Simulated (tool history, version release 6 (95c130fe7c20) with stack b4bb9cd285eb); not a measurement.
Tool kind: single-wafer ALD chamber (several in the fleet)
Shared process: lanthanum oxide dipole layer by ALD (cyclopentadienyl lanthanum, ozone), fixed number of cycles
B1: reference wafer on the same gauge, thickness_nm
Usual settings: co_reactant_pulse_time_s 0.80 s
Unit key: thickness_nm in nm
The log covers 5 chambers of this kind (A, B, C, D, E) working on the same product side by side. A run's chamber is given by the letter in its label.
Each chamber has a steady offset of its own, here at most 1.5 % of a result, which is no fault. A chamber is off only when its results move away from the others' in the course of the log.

{"run": "1D", "hour": 3.9, "co_reactant_pulse_time_s": 0.8, "B1": 0.40191, "thickness_nm": 0.46484}
{"run": "2B", "hour": 6.6, "co_reactant_pulse_time_s": 0.8, "B1": 0.40158, "thickness_nm": 0.46767}
{"run": "3A", "hour": 9.2, "co_reactant_pulse_time_s": 0.8, "B1": 0.4026, "thickness_nm": 0.46136}
{"run": "4C", "hour": 12.0, "co_reactant_pulse_time_s": 0.8, "B1": 0.4019, "thickness_nm": 0.45568}
{"run": "5E", "hour": 14.2, "co_reactant_pulse_time_s": 0.8, "B1": 0.40169, "thickness_nm": 0.45704}
{"run": "6D", "hour": 17.1, "co_reactant_pulse_time_s": 0.8, "B1": 0.40209, "thickness_nm": 0.45877}
{"run": "7B", "hour": 21.1, "co_reactant_pulse_time_s": 0.8, "B1": 0.40184, "thickness_nm": 0.46761}
{"run": "8A", "hour": 24.6, "co_reactant_pulse_time_s": 0.99, "B1": 0.40163, "thickness_nm": 0.49595}
{"run": "9E", "hour": 27.2, "co_reactant_pulse_time_s": 0.99, "B1": 0.40184, "thickness_nm": 0.49264}
{"run": "10C", "hour": 29.3, "co_reactant_pulse_time_s": 0.99, "B1": 0.40237, "thickness_nm": 0.49259}
{"run": "11D", "hour": 32.6, "co_reactant_pulse_time_s": 0.99, "B1": 0.40199, "thickness_nm": 0.49644}
{"run": "12C", "hour": 35.2, "co_reactant_pulse_time_s": 0.99, "B1": 0.40126, "thickness_nm": 0.48787}
{"run": "13A", "hour": 39.9, "co_reactant_pulse_time_s": 0.8, "B1": 0.40155, "thickness_nm": 0.46451}
{"run": "14E", "hour": 43.0, "co_reactant_pulse_time_s": 0.8, "B1": 0.40215, "thickness_nm": 0.46269}
{"run": "15B", "hour": 47.6, "co_reactant_pulse_time_s": 0.94, "B1": 0.40178, "thickness_nm": 0.49241}
{"run": "16E", "hour": 50.4, "co_reactant_pulse_time_s": 0.94, "B1": 0.40217, "thickness_nm": 0.48853}
{"run": "17A", "hour": 54.2, "co_reactant_pulse_time_s": 0.94, "B1": 0.40207, "thickness_nm": 0.49068}
{"run": "18D", "hour": 58.3, "co_reactant_pulse_time_s": 0.94, "B1": 0.40208, "thickness_nm": 0.48792}
{"run": "19B", "hour": 61.7, "co_reactant_pulse_time_s": 0.94, "B1": 0.40224, "thickness_nm": 0.50107}
{"run": "20C", "hour": 64.8, "co_reactant_pulse_time_s": 0.8, "B1": 0.40201, "thickness_nm": 0.45968}
{"run": "21C", "hour": 67.9, "co_reactant_pulse_time_s": 0.8, "B1": 0.40199, "thickness_nm": 0.46128}
{"run": "22B", "hour": 72.4, "co_reactant_pulse_time_s": 0.8, "B1": 0.40154, "thickness_nm": 0.46753}
{"run": "23D", "hour": 75.3, "co_reactant_pulse_time_s": 0.8, "B1": 0.40173, "thickness_nm": 0.46123}
{"run": "24E", "hour": 78.0, "co_reactant_pulse_time_s": 0.8, "B1": 0.40169, "thickness_nm": 0.44502}
{"run": "25A", "hour": 82.3, "co_reactant_pulse_time_s": 0.8, "B1": 0.40273, "thickness_nm": 0.46749}
{"run": "26B", "hour": 86.8, "co_reactant_pulse_time_s": 0.8, "B1": 0.40218, "thickness_nm": 0.46538}
{"run": "27D", "hour": 90.0, "co_reactant_pulse_time_s": 0.8, "B1": 0.40208, "thickness_nm": 0.45951}
{"run": "28C", "hour": 93.6, "co_reactant_pulse_time_s": 0.8, "B1": 0.40189, "thickness_nm": 0.45453}
{"run": "29A", "hour": 98.1, "co_reactant_pulse_time_s": 0.8, "B1": 0.40202, "thickness_nm": 0.4672}
{"run": "30E", "hour": 101.1, "co_reactant_pulse_time_s": 0.8, "B1": 0.40143, "thickness_nm": 0.43178}
{"run": "31D", "hour": 105.5, "co_reactant_pulse_time_s": 0.8, "B1": 0.40217, "thickness_nm": 0.45938}

What goes on in this fleet: one chamber off, a drifting gauge, or nothing beyond the chambers' own small offsets? Name the chamber and the cause, if any.

One chamber, E, drifts off from the rest bit by bit.
Most likely cause: ozone dose below that of a generator just serviced (%) = 12.7.

Below are 4 candidate recipes for chamber E's next run, each the usual settings with a change, their results shown as question marks. Which of them brings E's results back in line with what the other chambers give on the usual settings?
In-line tolerance around the mean of the other chambers on the usual settings: thickness_nm 0.00910 nm
{"run": "32E-1", "hour": 109.0, "co_reactant_pulse_time_s": 0.62, "thickness_nm": "?"}
{"run": "32E-2", "hour": 109.0, "co_reactant_pulse_time_s": 0.69, "thickness_nm": "?"}
{"run": "32E-3", "hour": 109.0, "co_reactant_pulse_time_s": 1.12, "thickness_nm": "?"}
{"run": "32E-4", "hour": 109.0, "co_reactant_pulse_time_s": 0.93, "thickness_nm": "?"}

Mean of the other chambers on the usual settings: thickness_nm 0.46209 nm
run=32E-1 thickness_nm=0.37878
run=32E-2 thickness_nm=0.40177
run=32E-3 thickness_nm=0.49455
run=32E-4 thickness_nm=0.46205
Change 32E-4 lands the chamber within the allowed miss of the other chambers.

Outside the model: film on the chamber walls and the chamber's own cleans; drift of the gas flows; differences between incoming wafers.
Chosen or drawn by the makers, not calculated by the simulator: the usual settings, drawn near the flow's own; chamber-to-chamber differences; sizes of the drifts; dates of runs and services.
